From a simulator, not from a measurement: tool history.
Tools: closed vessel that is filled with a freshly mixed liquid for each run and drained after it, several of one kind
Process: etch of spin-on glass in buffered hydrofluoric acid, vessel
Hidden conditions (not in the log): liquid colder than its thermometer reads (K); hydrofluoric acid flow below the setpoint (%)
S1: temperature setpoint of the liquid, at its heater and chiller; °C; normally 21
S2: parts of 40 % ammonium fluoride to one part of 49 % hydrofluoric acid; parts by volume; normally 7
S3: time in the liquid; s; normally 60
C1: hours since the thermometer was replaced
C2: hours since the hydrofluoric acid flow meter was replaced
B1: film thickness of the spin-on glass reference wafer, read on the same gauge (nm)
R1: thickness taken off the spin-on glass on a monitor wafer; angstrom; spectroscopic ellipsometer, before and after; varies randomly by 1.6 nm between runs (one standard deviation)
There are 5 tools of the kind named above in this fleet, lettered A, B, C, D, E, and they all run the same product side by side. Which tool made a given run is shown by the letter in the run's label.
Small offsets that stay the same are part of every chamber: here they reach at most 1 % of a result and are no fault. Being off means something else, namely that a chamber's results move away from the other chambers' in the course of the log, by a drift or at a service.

Run 1D, hour 6.7: usual settings; C1 1172.1; C2 574.2; B1 140.01. Result: R1 1639.7 angstrom.
Run 2E, hour 17.4: usual settings; C1 1103.5; C2 739.4; B1 139.95. Result: R1 1708.2 angstrom.
At hour 19.5: chamber C: thermometer replaced.
Run 3B, hour 24.6: usual settings; C1 285.6; C2 836.7; B1 140.06. Result: R1 1713.4 angstrom.
Run 4A, hour 36: usual settings; C1 696.8; C2 196.3; B1 140.04. Result: R1 1684.3 angstrom.
At hour 37.1: chamber B: hydrofluoric acid flow meter replaced.
Run 5C, hour 47.8: usual settings; C1 28.4; C2 301.3; B1 140.02. Result: R1 1692.8 angstrom.
Run 6C, hour 54.3: usual settings; C1 34.9; C2 307.8; B1 140.02. Result: R1 1689 angstrom.
Run 7E, hour 61.7: usual settings but S1 19.5 °C; C1 1147.8; C2 783.7; B1 139.99. Result: R1 1597 angstrom.
Run 8A, hour 73.5: usual settings but S1 19.5 °C; C1 734.3; C2 233.8; B1 139.95. Result: R1 1576.5 angstrom.
Run 9D, hour 84.3: usual settings but S1 19.5 °C; C1 1249.7; C2 651.8; B1 139.95. Result: R1 1550.8 angstrom.
Run 10B, hour 95.4: usual settings but S1 19.5 °C; C1 356.4; C2 58.3; B1 139.97. Result: R1 1559.1 angstrom.
Run 11A, hour 100.9: usual settings but S1 19.5 °C; C1 761.7; C2 261.2; B1 139.98. Result: R1 1538.9 angstrom.
Run 12D, hour 109.4: usual settings; C1 1274.8; C2 676.9; B1 140.04. Result: R1 1659.3 angstrom.
Run 13E, hour 118.6: usual settings but S1 23 °C, S3 80 s; C1 1204.7; C2 840.6; B1 139.99. Result: R1 2566.3 angstrom.
Run 14B, hour 130.7: usual settings but S1 23 °C, S3 80 s; C1 391.7; C2 93.6; B1 139.93. Result: R1 2510.9 angstrom.
Run 15C, hour 139.9: usual settings but S1 23 °C, S3 80 s; C1 120.5; C2 393.4; B1 139.98. Result: R1 2390.6 angstrom.
At hour 142.3: chamber E: thermometer replaced.
Run 16A, hour 146.6: usual settings but S1 23 °C, S3 80 s; C1 807.4; C2 306.9; B1 140.01. Result: R1 2487.5 angstrom.
Run 17D, hour 155.3: usual settings but S1 23 °C, S3 80 s; C1 1320.7; C2 722.8; B1 140. Result: R1 2475.4 angstrom.
Run 18E, hour 162.8: usual settings but S1 25.5 °C, S3 95 s; C1 20.6; C2 884.8; B1 139.94. Result: R1 3396.2 angstrom.
Run 19B, hour 168.2: usual settings but S1 25.5 °C, S3 95 s; C1 429.2; C2 131.1; B1 139.95. Result: R1 3468 angstrom.
Run 20C, hour 173.9: usual settings but S1 25.5 °C, S3 95 s; C1 154.5; C2 427.4; B1 140.01. Result: R1 3257.6 angstrom.
Run 21E, hour 182.2: usual settings but S1 25.5 °C, S3 95 s; C1 40; C2 904.2; B1 140.01. Result: R1 3417.1 angstrom.
Run 22D, hour 191.9: usual settings but S1 25.5 °C, S3 95 s; C1 1357.3; C2 759.4; B1 139.98. Result: R1 3345.1 angstrom.
Run 23A, hour 201.4: usual settings; C1 862.2; C2 361.7; B1 139.99. Result: R1 1690.2 angstrom.
Run 24C, hour 213.6: usual settings; C1 194.2; C2 467.1; B1 140.01. Result: R1 1579.9 angstrom.
Run 25B, hour 219.5: usual settings; C1 480.5; C2 182.4; B1 140.01. Result: R1 1681.3 angstrom.
Run 26B, hour 230.3: usual settings; C1 491.3; C2 193.2; B1 139.98. Result: R1 1649.5 angstrom.
Run 27D, hour 242.6: usual settings; C1 1408; C2 810.1; B1 140. Result: R1 1676.7 angstrom.
At hour 247.9: chamber E: hydrofluoric acid flow meter replaced.
Run 28E, hour 254.1: usual settings; C1 111.9; C2 6.3; B1 140. Result: R1 1709.5 angstrom.
Run 29A, hour 260: usual settings; C1 920.8; C2 420.3; B1 140.02. Result: R1 1699.7 angstrom.
Run 30C, hour 268.8: usual settings; C1 249.4; C2 522.3; B1 139.97. Result: R1 1564.8 angstrom.
Run 31E, hour 279.7: usual settings; C1 137.5; C2 31.9; B1 140.01. Result: R1 1695.7 angstrom.
Run 32D, hour 285.7: usual settings; C1 1451.1; C2 853.2; B1 140.01. Result: R1 1640.7 angstrom.
Run 33A, hour 294.2: usual settings; C1 955; C2 454.5; B1 139.96. Result: R1 1694.1 angstrom.
Run 34C, hour 300: usual settings; C1 280.6; C2 553.5; B1 140.03. Result: R1 1535.9 angstrom.
Run 35B, hour 310.6: usual settings; C1 571.6; C2 273.5; B1 140.03. Result: R1 1646.8 angstrom.
Run 36B, hour 321.4: usual settings; C1 582.4; C2 284.3; B1 139.99. Result: R1 1674.4 angstrom.
Run 37A, hour 332.8: usual settings but S2 8.5 parts by volume; C1 993.6; C2 493.1; B1 139.96. Result: R1 1355.4 angstrom.
Run 38D, hour 338.3: usual settings but S2 8.5 parts by volume; C1 1503.7; C2 905.8; B1 140. Result: R1 1333.6 angstrom.

The same settings go to every chamber for the next run, one line per chamber below. Forecast the results for each:
Run 39A, hour 347.2: usual settings. Result: R1 ?.
Run 39B, hour 347.2: usual settings. Result: R1 ?.
Run 39C, hour 347.2: usual settings. Result: R1 ?.
Run 39D, hour 347.2: usual settings. Result: R1 ?.
Run 39E, hour 347.2: usual settings. Result: R1 ?.

run      R1
39A  1703.9
39B  1690.2
39C  1499.8
39D  1683.6
39E  1700.9
